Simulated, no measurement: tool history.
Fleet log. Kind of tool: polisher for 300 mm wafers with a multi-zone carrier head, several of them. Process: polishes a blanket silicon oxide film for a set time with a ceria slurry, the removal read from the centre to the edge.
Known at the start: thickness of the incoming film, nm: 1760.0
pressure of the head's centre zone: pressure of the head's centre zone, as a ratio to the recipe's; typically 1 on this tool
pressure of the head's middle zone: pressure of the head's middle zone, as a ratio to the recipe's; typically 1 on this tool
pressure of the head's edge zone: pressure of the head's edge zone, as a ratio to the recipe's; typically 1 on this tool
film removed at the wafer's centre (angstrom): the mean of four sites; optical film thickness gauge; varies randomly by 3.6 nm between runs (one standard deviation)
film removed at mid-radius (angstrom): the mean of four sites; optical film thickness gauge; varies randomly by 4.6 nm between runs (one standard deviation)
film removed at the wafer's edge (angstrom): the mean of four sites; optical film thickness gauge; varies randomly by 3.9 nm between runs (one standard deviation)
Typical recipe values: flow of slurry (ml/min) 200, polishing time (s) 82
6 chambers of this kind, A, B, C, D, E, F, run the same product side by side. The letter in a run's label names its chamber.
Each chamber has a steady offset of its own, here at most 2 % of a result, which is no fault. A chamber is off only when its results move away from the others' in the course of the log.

run,hour,flow of slurry (ml/min),pressure of the head's centre zone,pressure of the head's middle zone,pressure of the head's edge zone,polishing time (s),wafers polished on this pad,hours since the slurry nozzle was cleaned,hours since the centre zone pressure was calibrated,hours since the edge zone pressure was calibrated,film removed at the wafer's centre (angstrom),film removed at mid-radius (angstrom),film removed at the wafer's edge (angstrom)
1B,6.6,200,1,1,1,82,545,586.2,456,385.6,3521.3,3551.6,3548.9
2E,19.7,200,1,1,1,82,799,232.8,259.8,1407.1,3609.6,3451.8,3524.4
3D,31.2,200,1,1,1,82,368,273.3,174.3,809.1,3612.5,3477.8,3537.7
# hour 38: chamber B: slurry nozzle cleaned
4A,39.5,200,1,1,1,82,690,480.4,841.1,305.3,3530.9,3557,3525.8
# hour 42.7: chamber B: worn pad replaced by a new one
# hour 47.2: chamber C: worn pad replaced by a new one
5F,50.7,200,1,1,1,82,773,368.2,999.2,239.9,3489.8,3536.9,3521.7
6C,58.8,200,1,1,1,82,129,692.1,489.1,674.6,3550.5,3569.2,3513.7
7D,70.7,200,1,1,1,82,809,312.8,213.8,848.6,3521.3,3585.5,3545.9
# hour 75.6: chamber F: worn pad replaced by a new one
# hour 77.1: chamber D: worn pad replaced by a new one
8E,80.9,200,1,1,1,82,1482,294,321,1468.3,3527.5,3463,3515.6
# hour 84: chamber A: worn pad replaced by a new one
# hour 86.6: chamber E: worn pad replaced by a new one
9B,92.1,200,1,1,1,82,552,54.2,541.5,471.1,3487.7,3555,3480.8
# hour 99: chamber D: edge zone pressure recalibrated
10C,102.3,200,1,1,1,82,615,735.6,532.6,718.1,3506.9,3626.2,3596.2
# hour 108.1: chamber A: centre zone pressure recalibrated
11A,108.4,200,1,1,1,82,272,549.3,0.3,374.2,3543.9,3494.2,3501.6
12F,119.8,200,1,1,1,82,493,437.3,1068.3,309,3477.6,3444,3540.9
# hour 123.6: chamber B: worn pad replaced by a new one
13E,127.9,200,1,1,1,82,461,341,368,1515.3,3542.5,3463.8,3569
# hour 128.9: chamber C: worn pad replaced by a new one
# hour 131.5: chamber E: edge zone pressure recalibrated
14A,139.6,200,1,1,1,82,621,580.5,31.5,405.4,3542.8,3628.9,3549.9
15D,147.2,200,1,1,1,82,782,389.3,290.3,48.2,3483.3,3570.2,3502.6
# hour 149.5: chamber B: edge zone pressure recalibrated
# hour 154.3: chamber F: worn pad replaced by a new one
# hour 155.8: chamber D: worn pad replaced by a new one
16B,160.1,200,1,0.91,0.91,82,408,122.2,609.5,10.7,3556.4,3248,3245.5
17F,167.6,200,1,0.91,0.91,82,148,485.1,1116.1,356.8,3505.2,3173.5,3368.1
# hour 174.5: chamber E: slurry nozzle cleaned
18C,178.1,200,1,0.91,0.91,82,549,811.4,608.4,793.9,3610,3280.1,3470.6
# hour 185.8: chamber D: centre zone pressure recalibrated
19A,189.1,200,1,0.91,0.91,82,1173,630,81,454.9,3542.4,3204.1,3451.3
# hour 197.6: chamber B: worn pad replaced by a new one
20D,198.2,200,1,0.91,0.91,82,474,440.3,12.5,99.2,3464.8,3182.3,3340.6
# hour 201.3: chamber A: worn pad replaced by a new one
21E,205.8,200,1,0.91,0.91,82,1331,31.4,445.9,74.3,3530,3201.1,3390.2
# hour 206.4: chamber C: worn pad replaced by a new one
# hour 219.4: chamber E: worn pad replaced by a new one
22B,219.4,260,1,1,1.06,82,243,181.5,668.8,70,3721,3627.7,3717.3
# hour 221.9: chamber C: slurry nozzle cleaned
23F,229.4,260,1,1,1.06,82,838,546.9,1177.9,418.6,3675.6,3562.8,3713.9
# hour 239.1: chamber D: worn pad replaced by a new one
24C,243.2,260,1,1,1.06,82,411,21.4,673.5,859,3667.5,3666.9,3776.4
25F,249.8,260,1,1,1.06,82,1066,567.3,1198.3,439,3642.5,3715.1,3717.9
# hour 253.8: chamber F: centre zone pressure recalibrated
# hour 254.5: chamber F: worn pad replaced by a new one
26B,262.9,260,1,1,1.06,82,729,225,712.3,113.5,3656.4,3646.1,3684
27E,271.9,260,1,1,1.06,82,587,97.5,512,140.4,3742.5,3565.4,3771.2
# hour 274.5: chamber B: worn pad replaced by a new one
28A,281.1,200,1,1,1,82,891,722,173,546.9,3556.5,3483.1,3520.8
29C,288.2,200,1,1,1,82,913,66.4,718.5,904,3582.2,3568.6,3599.4
# hour 291.6: chamber C: worn pad replaced by a new one
30D,300.8,200,1,1,1,82,689,542.9,115.1,201.8,3306.3,3404.7,3445.4
31E,312.9,200,1,1,1,82,1044,138.5,553,181.4,3610.1,3455.7,3522.4
# hour 316.3: chamber D: worn pad replaced by a new one
32C,319.5,265,1,1,1,82,312,97.7,749.8,935.3,3726.9,3663.6,3652.9
# hour 322.2: chamber A: worn pad replaced by a new one
# hour 331.1: chamber A: edge zone pressure recalibrated
33B,331.9,265,1,1,1,82,641,294,781.3,182.5,3738,3692.8,3660.9
34D,343.7,265,1,1,1,82,306,585.8,158,244.7,3539,3439.7,3540
# hour 347.1: chamber F: worn pad replaced by a new one
35A,352.6,265,1,1,1,82,340,793.5,244.5,21.6,3669.5,3633.6,3635.7
# hour 362.3: chamber B: worn pad replaced by a new one
36F,364.3,265,1,1,1,82,192,681.8,110.5,553.5,3588.4,3700,3687.5
37D,373.1,265,1,1,1,82,635,615.2,187.4,274.1,3546.7,3564.6,3466.7
38B,382.3,200,1,1,1,82,224,344.4,831.7,232.9,3473.1,3515.1,3466.4

One chamber off, gauge drift, or nothing amiss beyond the chambers' own small offsets? If it is a chamber, which one, and what is the likeliest cause?

Little by little, chamber D moves away from the other chambers.
Cause: slurry flow missing at the pad, % = 33.7.

Below are 4 candidate recipes for chamber D's next run, each the usual settings with a change, their results shown as question marks. Which of them brings D's results back in line with what the other chambers give on the usual settings?
Counts as in line when no further than this from what the other chambers average on the usual settings: film removed at the wafer's centre (angstrom) 130; film removed at mid-radius (angstrom) 160; film removed at the wafer's edge (angstrom) 140
39D-1,392.3,205,1.02,1.01,0.99,86,,,,,?,?,?
39D-2,392.3,195,0.98,0.99,1.01,78,,,,,?,?,?
39D-3,392.3,190,0.97,0.99,1.02,74,,,,,?,?,?
39D-4,392.3,210,1.03,1.01,0.98,90,,,,,?,?,?

The mean the other chambers reach with the usual settings: film removed at the wafer's centre (angstrom) 3537.6; film removed at mid-radius (angstrom) 3528.6; film removed at the wafer's edge (angstrom) 3534.2
run,film removed at the wafer's centre (angstrom),film removed at mid-radius (angstrom),film removed at the wafer's edge (angstrom)
39D-1,3539.2,3517.5,3520.1
39D-2,3034.2,3099.1,3202.8
39D-3,2827.8,2923.6,3042
39D-4,3764.7,3699.1,3677.4
The answer is 39D-1, which returns the chamber to within the allowed miss of the others.
